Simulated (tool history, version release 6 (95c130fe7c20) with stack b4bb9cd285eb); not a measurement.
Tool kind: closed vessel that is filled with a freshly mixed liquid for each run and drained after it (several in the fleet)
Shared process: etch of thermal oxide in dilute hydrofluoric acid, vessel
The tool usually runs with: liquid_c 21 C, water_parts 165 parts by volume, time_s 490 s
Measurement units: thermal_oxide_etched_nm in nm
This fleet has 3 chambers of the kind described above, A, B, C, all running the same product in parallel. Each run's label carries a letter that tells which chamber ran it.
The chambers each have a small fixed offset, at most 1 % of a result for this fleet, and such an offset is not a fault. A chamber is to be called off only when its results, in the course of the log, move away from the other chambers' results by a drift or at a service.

| run | hour | liquid_c | water_parts | time_s | read-back film thickness of the thermal oxide reference wafer, read on the same gauge (nm) | thermal_oxide_etched_nm |
|---|---|---|---|---|---|---|
| 1A | 5.8 | 21 | 165 | 490 | 40.028 | 11.4440 |
| 2B | 14.3 | 21 | 165 | 490 | 40.074 | 11.3950 |
| 3C | 23.9 | 21 | 165 | 490 | 40.040 | 11.5050 |
| 4C | 30.1 | 21 | 165 | 490 | 40.027 | 11.5200 |
| 5A | 37.3 | 21 | 165 | 490 | 40.063 | 11.5470 |
| 6B | 42.4 | 21 | 165 | 490 | 39.988 | 11.4180 |
| 7A | 47.9 | 21 | 165 | 490 | 39.982 | 11.6940 |
| 8C | 56.9 | 21 | 165 | 765 | 39.992 | 17.8630 |
| 9B | 66.1 | 21 | 165 | 765 | 39.999 | 17.8360 |
| 10A | 73.7 | 21 | 165 | 765 | 39.966 | 18.0900 |
| 11B | 81.4 | 21 | 165 | 490 | 39.939 | 11.6130 |
| 12C | 89.1 | 21 | 165 | 490 | 40.001 | 11.5040 |
| 13C | 97.8 | 21 | 165 | 490 | 39.944 | 11.3400 |
| 14A | 106.2 | 21 | 165 | 490 | 39.996 | 11.4640 |
| 15B | 114.7 | 23 | 165 | 305 | 39.950 | 8.0705 |
| 16A | 120.4 | 23 | 165 | 305 | 39.992 | 7.7873 |
| 17B | 127.0 | 23 | 165 | 305 | 39.973 | 8.2041 |
| 18C | 134.7 | 21 | 165 | 490 | 39.962 | 11.4320 |
| 19A | 139.6 | 21 | 165 | 490 | 40.047 | 11.5480 |
| 20B | 145.4 | 21 | 165 | 490 | 39.961 | 12.3980 |
| 21C | 151.7 | 21 | 125 | 490 | 40.001 | 15.7360 |
| 22A | 157.0 | 21 | 125 | 490 | 39.959 | 15.8450 |
| 23B | 164.9 | 21 | 125 | 490 | 39.987 | 17.6820 |
| 24C | 174.4 | 21 | 165 | 490 | 40.005 | 11.5140 |

Does one chamber stand apart from the rest, does the shared gauge drift, or is all well apart from small per-chamber offsets? Give the chamber and the most likely cause, where there is one.

One chamber, B, drifts off from the rest bit by bit.
Most likely cause: hydrofluoric acid flow above the setpoint (%) = 9.19.
Not necessarily distinguishable in this log from: liquid hotter than its thermometer reads (K).

Here are 4 candidates for chamber B's next run, each the usual settings with a change, their results left as question marks. Which one brings its results back in line with what the others give on the usual settings?
Counts as in line when no further than this from what the other chambers average on the usual settings: thermal_oxide_etched_nm 0.3300 nm
| 25B-1 | 181.4 | 23.5 | 165 | 490 |  | ? |
| 25B-2 | 181.4 | 20.5 | 165 | 405 |  | ? |
| 25B-3 | 181.4 | 26.5 | 165 | 490 |  | ? |
| 25B-4 | 181.4 | 21.0 | 170 | 460 |  | ? |

Usual-settings mean across the other chambers: thermal_oxide_etched_nm 11.4880 nm
| run | thermal_oxide_etched_nm |
|---|---|
| 25B-1 | 14.0560 |
| 25B-2 | 10.3210 |
| 25B-3 | 15.7660 |
| 25B-4 | 11.5490 |
The right change is 25B-4: it brings the chamber back within the allowed miss of the others.
